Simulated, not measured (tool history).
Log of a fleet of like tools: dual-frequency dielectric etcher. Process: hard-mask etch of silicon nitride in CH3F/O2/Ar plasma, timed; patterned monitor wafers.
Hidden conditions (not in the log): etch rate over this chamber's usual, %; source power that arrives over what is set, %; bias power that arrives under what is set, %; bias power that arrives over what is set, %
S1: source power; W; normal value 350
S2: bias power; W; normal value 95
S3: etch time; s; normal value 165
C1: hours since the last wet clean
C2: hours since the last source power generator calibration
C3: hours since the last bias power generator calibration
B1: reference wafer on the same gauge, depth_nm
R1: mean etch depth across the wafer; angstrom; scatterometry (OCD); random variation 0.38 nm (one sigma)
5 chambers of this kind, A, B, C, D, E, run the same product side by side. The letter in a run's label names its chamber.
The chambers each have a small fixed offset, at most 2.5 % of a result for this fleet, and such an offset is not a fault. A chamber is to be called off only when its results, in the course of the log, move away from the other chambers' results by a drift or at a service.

run 1D hour=6.2 | S1=350 S2=95 S3=165 | C1=207.5 C2=1110.7 C3=1288.8 | B1=107.02 | R1=1208.7
run 2E hour=14.8 | S1=350 S2=95 S3=165 | C1=260.7 C2=2377.7 C3=854.7 | B1=106.98 | R1=1214.8
run 3A hour=21.9 | S1=350 S2=95 S3=165 | C1=524.3 C2=2345 C3=4504.9 | B1=106.92 | R1=1184.2
-- hour=22.7 chamber A: wet clean of the chamber
run 4B hour=27.7 | S1=350 S2=95 S3=165 | C1=487 C2=1859.2 C3=2063.2 | B1=107.01 | R1=1202.7
run 5C hour=34.5 | S1=350 S2=95 S3=165 | C1=525.6 C2=38.1 C3=290.5 | B1=106.99 | R1=1208.4
run 6C hour=39.7 | S1=350 S2=95 S3=165 | C1=530.8 C2=43.3 C3=295.7 | B1=107.1 | R1=1205.2
-- hour=47.1 chamber C: wet clean of the chamber
run 7D hour=48.4 | S1=350 S2=95 S3=165 | C1=249.7 C2=1152.9 C3=1331 | B1=106.97 | R1=1204
run 8E hour=56.5 | S1=350 S2=95 S3=165 | C1=302.4 C2=2419.4 C3=896.4 | B1=106.97 | R1=1216.8
run 9B hour=65 | S1=400 S2=95 S3=128.5 | C1=524.3 C2=1896.5 C3=2100.5 | B1=106.98 | R1=983.54
run 10A hour=69.9 | S1=400 S2=95 S3=128.5 | C1=47.3 C2=2393 C3=4552.9 | B1=107.04 | R1=970.22
run 11E hour=78.4 | S1=400 S2=95 S3=128.5 | C1=324.3 C2=2441.3 C3=918.3 | B1=107.02 | R1=991.43
run 12C hour=87.8 | S1=400 S2=95 S3=128.5 | C1=40.8 C2=91.4 C3=343.8 | B1=107.08 | R1=990.45
run 13B hour=97.7 | S1=400 S2=95 S3=128.5 | C1=557 C2=1929.2 C3=2133.2 | B1=106.99 | R1=982.84
run 14A hour=105.9 | S1=280 S2=74 S3=165 | C1=83.3 C2=2429 C3=4588.9 | B1=106.92 | R1=994.99
run 15D hour=113.6 | S1=280 S2=74 S3=165 | C1=314.9 C2=1218.1 C3=1396.2 | B1=106.98 | R1=1011.8
-- hour=117.2 chamber E: wet clean of the chamber
run 16A hour=122.2 | S1=280 S2=74 S3=165 | C1=99.6 C2=2445.3 C3=4605.2 | B1=106.94 | R1=1000.7
run 17C hour=129.2 | S1=280 S2=74 S3=165 | C1=82.2 C2=132.8 C3=385.2 | B1=106.97 | R1=1011.2
-- hour=132.5 chamber B: wet clean of the chamber
run 18E hour=134.1 | S1=280 S2=74 S3=165 | C1=17 C2=2497 C3=974 | B1=107.05 | R1=1018.3
run 19D hour=143.8 | S1=350 S2=86 S3=200.5 | C1=345.1 C2=1248.3 C3=1426.4 | B1=106.92 | R1=1414.3
run 20B hour=152.6 | S1=350 S2=86 S3=200.5 | C1=20.2 C2=1984.1 C3=2188.1 | B1=107.06 | R1=1455.1
run 21B hour=161.9 | S1=350 S2=86 S3=200.5 | C1=29.5 C2=1993.4 C3=2197.4 | B1=106.99 | R1=1445.1
run 22A hour=169.1 | S1=350 S2=86 S3=200.5 | C1=146.5 C2=2492.2 C3=4652.1 | B1=106.96 | R1=1392.8
run 23E hour=179.1 | S1=350 S2=86 S3=200.5 | C1=62 C2=2542 C3=1019 | B1=107.08 | R1=1421.6
run 24D hour=187.7 | S1=350 S2=95 S3=165 | C1=389 C2=1292.2 C3=1470.3 | B1=107.02 | R1=1207.8
run 25C hour=192.9 | S1=410 S2=95 S3=165 | C1=145.9 C2=196.5 C3=448.9 | B1=107.07 | R1=1279.5
run 26E hour=202.7 | S1=410 S2=95 S3=165 | C1=85.6 C2=2565.6 C3=1042.6 | B1=107.03 | R1=1280.1
-- hour=202.8 chamber D: wet clean of the chamber
run 27D hour=211.9 | S1=410 S2=95 S3=165 | C1=9.1 C2=1316.4 C3=1494.5 | B1=107 | R1=1277.1
run 28A hour=217.3 | S1=410 S2=95 S3=165 | C1=194.7 C2=2540.4 C3=4700.3 | B1=106.9 | R1=1251.3
run 29B hour=222.3 | S1=410 S2=95 S3=165 | C1=89.9 C2=2053.8 C3=2257.8 | B1=107.05 | R1=1307.2
run 30C hour=230.3 | S1=350 S2=95 S3=165 | C1=183.3 C2=233.9 C3=486.3 | B1=107.01 | R1=1212.9
run 31E hour=235.6 | S1=350 S2=95 S3=165 | C1=118.5 C2=2598.5 C3=1075.5 | B1=107.05 | R1=1215.3
run 32D hour=242 | S1=350 S2=95 S3=165 | C1=39.2 C2=1346.5 C3=1524.6 | B1=107 | R1=1206.5
run 33C hour=248.5 | S1=350 S2=95 S3=165 | C1=201.5 C2=252.1 C3=504.5 | B1=106.97 | R1=1203.1
run 34B hour=253.9 | S1=350 S2=95 S3=165 | C1=121.5 C2=2085.4 C3=2289.4 | B1=107.09 | R1=1245.1
run 35A hour=263.8 | S1=350 S2=95 S3=165 | C1=241.2 C2=2586.9 C3=4746.8 | B1=107.13 | R1=1188
run 36E hour=273.5 | S1=350 S2=95 S3=165 | C1=156.4 C2=2636.4 C3=1113.4 | B1=106.99 | R1=1212.1
run 37B hour=283.9 | S1=350 S2=95 S3=165 | C1=151.5 C2=2115.4 C3=2319.4 | B1=107.06 | R1=1241.8
run 38D hour=289.4 | S1=390 S2=95 S3=165 | C1=86.6 C2=1393.9 C3=1572 | B1=107.01 | R1=1257.3
run 39A hour=297.7 | S1=390 S2=95 S3=165 | C1=275.1 C2=2620.8 C3=4780.7 | B1=106.96 | R1=1239.8
run 40C hour=308.5 | S1=390 S2=95 S3=165 | C1=261.5 C2=312.1 C3=564.5 | B1=107.02 | R1=1260
run 41B hour=318.3 | S1=390 S2=95 S3=165 | C1=185.9 C2=2149.8 C3=2353.8 | B1=106.96 | R1=1289.7
run 42D hour=323.6 | S1=390 S2=95 S3=165 | C1=120.8 C2=1428.1 C3=1606.2 | B1=106.97 | R1=1252.7
run 43E hour=331.7 | S1=350 S2=95 S3=165 | C1=214.6 C2=2694.6 C3=1171.6 | B1=107.01 | R1=1214.1
run 44A hour=339.6 | S1=350 S2=95 S3=165 | C1=317 C2=2662.7 C3=4822.6 | B1=107.08 | R1=1187.2

All 5 chambers run these settings next. Forecast each chamber's results:
run 45A hour=347.3 | S1=350 S2=95 S3=165 | R1=?
run 45B hour=347.3 | S1=350 S2=95 S3=165 | R1=?
run 45C hour=347.3 | S1=350 S2=95 S3=165 | R1=?
run 45D hour=347.3 | S1=350 S2=95 S3=165 | R1=?
run 45E hour=347.3 | S1=350 S2=95 S3=165 | R1=?

run=45A R1=1186.5
run=45B R1=1236.3
run=45C R1=1202.5
run=45D R1=1201.3
run=45E R1=1215.4
